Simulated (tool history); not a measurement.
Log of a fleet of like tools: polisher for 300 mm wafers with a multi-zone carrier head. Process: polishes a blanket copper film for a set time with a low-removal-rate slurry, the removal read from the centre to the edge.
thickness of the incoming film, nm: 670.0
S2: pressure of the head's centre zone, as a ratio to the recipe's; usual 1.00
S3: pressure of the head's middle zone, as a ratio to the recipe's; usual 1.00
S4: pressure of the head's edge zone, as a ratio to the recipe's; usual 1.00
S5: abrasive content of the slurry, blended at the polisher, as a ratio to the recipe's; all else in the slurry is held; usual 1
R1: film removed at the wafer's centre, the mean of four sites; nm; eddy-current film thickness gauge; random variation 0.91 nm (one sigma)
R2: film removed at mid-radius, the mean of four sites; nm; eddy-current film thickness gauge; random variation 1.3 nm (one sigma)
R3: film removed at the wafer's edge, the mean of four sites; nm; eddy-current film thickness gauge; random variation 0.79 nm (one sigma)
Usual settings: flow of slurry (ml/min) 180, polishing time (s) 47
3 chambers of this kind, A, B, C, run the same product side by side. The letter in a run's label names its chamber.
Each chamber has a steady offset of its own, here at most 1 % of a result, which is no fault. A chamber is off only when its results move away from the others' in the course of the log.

Run 1B, hour 7.8: usual settings. Result: R1 94.268 nm, R2 95.831 nm, R3 93.284 nm.
At hour 12.5: chamber B: centre zone pressure recalibrated.
Run 2C, hour 13.4: usual settings. Result: R1 92.939 nm, R2 93.424 nm, R3 94.397 nm.
Run 3A, hour 22.1: usual settings. Result: R1 93.201 nm, R2 94.095 nm, R3 92.629 nm.
Run 4B, hour 26.7: usual settings. Result: R1 92.692 nm, R2 92.472 nm, R3 93.768 nm.
Run 5C, hour 37.0: usual settings. Result: R1 94.543 nm, R2 91.300 nm, R3 93.599 nm.
Run 6A, hour 45.9: usual settings but S2 1.04, S3 1.05. Result: R1 97.950 nm, R2 98.427 nm, R3 92.691 nm.
Run 7A, hour 52.1: usual settings but S2 1.04, S3 1.05. Result: R1 97.901 nm, R2 99.450 nm, R3 93.853 nm.
At hour 53.9: chamber B: slurry nozzle cleaned.
Run 8C, hour 58.0: usual settings but S2 1.04, S3 1.05. Result: R1 96.438 nm, R2 97.381 nm, R3 94.692 nm.
Run 9B, hour 65.4: usual settings. Result: R1 95.185 nm, R2 92.885 nm, R3 93.756 nm.
At hour 68.5: chamber A: worn pad replaced by a new one.
Run 10A, hour 71.7: usual settings but flow of slurry (ml/min) 130. Result: R1 86.299 nm, R2 90.155 nm, R3 88.701 nm.
Run 11C, hour 79.6: usual settings but flow of slurry (ml/min) 130. Result: R1 87.447 nm, R2 88.638 nm, R3 88.012 nm.
At hour 83.5: chamber B: worn pad replaced by a new one.
Run 12B, hour 84.8: usual settings but flow of slurry (ml/min) 130. Result: R1 87.161 nm, R2 87.046 nm, R3 89.979 nm.
Run 13A, hour 91.0: usual settings but S4 0.96, polishing time (s) 41. Result: R1 81.487 nm, R2 80.805 nm, R3 80.272 nm.
Run 14C, hour 96.6: usual settings but S4 0.96, polishing time (s) 41. Result: R1 82.657 nm, R2 80.961 nm, R3 78.770 nm.
Run 15B, hour 104.0: usual settings but S4 0.96, polishing time (s) 41. Result: R1 82.150 nm, R2 79.823 nm, R3 80.216 nm.
Run 16A, hour 113.2: usual settings. Result: R1 91.368 nm, R2 93.330 nm, R3 93.512 nm.
Run 17B, hour 119.0: usual settings. Result: R1 93.512 nm, R2 92.716 nm, R3 92.739 nm.
Run 18C, hour 123.7: usual settings. Result: R1 91.766 nm, R2 92.693 nm, R3 94.617 nm.
Run 19A, hour 132.8: usual settings but flow of slurry (ml/min) 210. Result: R1 91.003 nm, R2 95.033 nm, R3 94.071 nm.
Run 20C, hour 137.7: usual settings but flow of slurry (ml/min) 210. Result: R1 96.238 nm, R2 98.565 nm, R3 95.066 nm.
Run 21B, hour 148.0: usual settings but flow of slurry (ml/min) 210. Result: R1 95.911 nm, R2 95.841 nm, R3 94.275 nm.
Run 22A, hour 158.0: usual settings. Result: R1 87.784 nm, R2 91.503 nm, R3 92.427 nm.
Run 23C, hour 166.2: usual settings. Result: R1 94.024 nm, R2 95.140 nm, R3 93.426 nm.
Run 24B, hour 173.7: usual settings but S2 0.94, S3 1.07. Result: R1 87.241 nm, R2 99.909 nm, R3 94.471 nm.
At hour 177.8: chamber A: worn pad replaced by a new one.
Run 25A, hour 178.5: usual settings but S2 0.94, S3 1.07. Result: R1 80.616 nm, R2 99.979 nm, R3 92.868 nm.
Run 26B, hour 188.0: usual settings but S2 0.94, S3 1.07. Result: R1 88.349 nm, R2 97.943 nm, R3 92.916 nm.
At hour 195.5: chamber B: worn pad replaced by a new one.
Run 27C, hour 197.5: usual settings. Result: R1 93.262 nm, R2 94.024 nm, R3 93.240 nm.
Run 28A, hour 205.1: usual settings. Result: R1 84.754 nm, R2 94.311 nm, R3 93.465 nm.
Run 29B, hour 212.7: usual settings. Result: R1 94.723 nm, R2 92.038 nm, R3 95.069 nm.
At hour 219.6: chamber C: worn pad replaced by a new one.
Run 30C, hour 221.0: usual settings. Result: R1 93.681 nm, R2 94.348 nm, R3 93.195 nm.
Run 31B, hour 227.1: usual settings. Result: R1 94.559 nm, R2 96.077 nm, R3 93.827 nm.
Run 32C, hour 232.8: usual settings. Result: R1 95.074 nm, R2 93.710 nm, R3 94.223 nm.
Run 33A, hour 242.5: usual settings. Result: R1 84.688 nm, R2 91.925 nm, R3 92.180 nm.
Run 34A, hour 251.9: usual settings. Result: R1 81.609 nm, R2 94.395 nm, R3 93.076 nm.

Next, every chamber runs the same settings. What will each give?
Run 35A, hour 259.3: usual settings. Result: R1 ?, R2 ?, R3 ?.
Run 35B, hour 259.3: usual settings. Result: R1 ?, R2 ?, R3 ?.
Run 35C, hour 259.3: usual settings. Result: R1 ?, R2 ?, R3 ?.

run      R1      R2      R3
35A  81.458  94.878  93.209
35B  93.568  92.783  93.933
35C  94.565  90.614  94.010
